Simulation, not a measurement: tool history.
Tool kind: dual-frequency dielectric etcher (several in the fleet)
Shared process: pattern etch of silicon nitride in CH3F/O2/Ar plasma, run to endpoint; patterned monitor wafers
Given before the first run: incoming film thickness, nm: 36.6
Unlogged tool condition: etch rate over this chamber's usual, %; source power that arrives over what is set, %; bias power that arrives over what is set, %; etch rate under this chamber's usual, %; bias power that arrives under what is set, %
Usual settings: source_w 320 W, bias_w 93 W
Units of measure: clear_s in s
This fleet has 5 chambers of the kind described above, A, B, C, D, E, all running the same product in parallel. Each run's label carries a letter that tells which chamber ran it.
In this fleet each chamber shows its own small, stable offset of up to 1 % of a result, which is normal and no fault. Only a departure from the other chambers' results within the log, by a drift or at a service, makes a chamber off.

run    day  source_w  bias_w  hours since the last wet clean  hours since the last source power generator calibration  hours since the last bias power generator calibration  clear_s
 1C  0.204       320      93                           429.1                                                   1337.1                                                 2562.2   52.699
 2B  0.400       320      93                           321.8                                                   1641.5                                                 3135.7   52.328
     0.638  -- chamber E: source power generator calibrated
 3E  0.654       320      93                           281.3                                                      0.4                                                  821.4   52.972
     0.688  -- chamber C: bias power generator calibrated
 4A  0.967       320      93                           143.1                                                    143.6                                                 3775.4   52.685
 5D  1.171       320      93                           319.0                                                    784.6                                                  655.6   52.939
 6E  1.454       320      93                           300.5                                                     19.6                                                  840.6   53.020
 7D  1.617       320      93                           329.7                                                    795.3                                                  666.3   52.889
 8B  1.871       320      93                           357.1                                                   1676.8                                                 3171.0   51.926
 9A  2.012       320      93                           168.2                                                    168.7                                                 3800.5   52.466
10C  2.246       320      93                           478.1                                                   1386.1                                                   37.4   52.928
11A  2.442       320      93                           178.5                                                    179.0                                                 3810.8   52.353
     2.588  -- chamber C: wet clean of the chamber
12C  2.621       320      93                             0.9                                                   1395.1                                                   46.4   53.089
13B  2.921       290     104                           382.3                                                   1702.0                                                 3196.2   51.698
     3.067  -- chamber D: wet clean of the chamber
14E  3.217       290     104                           342.8                                                     61.9                                                  882.9   51.956
15D  3.483       290     104                            10.0                                                    840.1                                                  711.1   52.645
16C  3.621       290     104                            24.9                                                   1419.1                                                   70.4   52.503
17A  3.917       290     104                           213.9                                                    214.4                                                 3846.2   52.333
18E  4.175       290      93                           365.8                                                     84.9                                                  905.9   54.373
19B  4.371       290      93                           417.1                                                   1736.8                                                 3231.0   53.941
20D  4.579       290      93                            36.3                                                    866.4                                                  737.4   54.752
21B  4.775       290      93                           426.8                                                   1746.5                                                 3240.7   54.021
22D  5.012       290      93                            46.7                                                    876.8                                                  747.8   54.882
23A  5.192       320      93                           244.5                                                    245.0                                                 3876.8   53.092
24C  5.421       320      93                            68.1                                                   1462.3                                                  113.6   52.585
25E  5.562       320      93                           399.1                                                    118.2                                                  939.2   52.229
26E  5.725       320      93                           403.0                                                    122.1                                                  943.1   52.802
27A  5.983       320      93                           263.5                                                    264.0                                                 3895.8   52.650
28B  6.250       320      93                           462.2                                                   1781.9                                                 3276.1   52.467
29D  6.396       320      93                            79.9                                                    910.0                                                  781.0   53.020
30C  6.533       320      93                            94.8                                                   1489.0                                                  140.3   52.851
31A  6.750       260      83                           281.9                                                    282.4                                                 3914.2   58.930
32D  6.967       260      83                            93.6                                                    923.7                                                  794.7   60.016

Each of the 5 chambers runs these same settings next. Fill in every chamber's results:
33A  7.188       320     104                                                                                                                                                        ?
33B  7.188       320     104                                                                                                                                                        ?
33C  7.188       320     104                                                                                                                                                        ?
33D  7.188       320     104                                                                                                                                                        ?
33E  7.188       320     104                                                                                                                                                        ?

run  clear_s
33A   50.708
33B   49.695
33C   50.691
33D   50.856
33E   50.909

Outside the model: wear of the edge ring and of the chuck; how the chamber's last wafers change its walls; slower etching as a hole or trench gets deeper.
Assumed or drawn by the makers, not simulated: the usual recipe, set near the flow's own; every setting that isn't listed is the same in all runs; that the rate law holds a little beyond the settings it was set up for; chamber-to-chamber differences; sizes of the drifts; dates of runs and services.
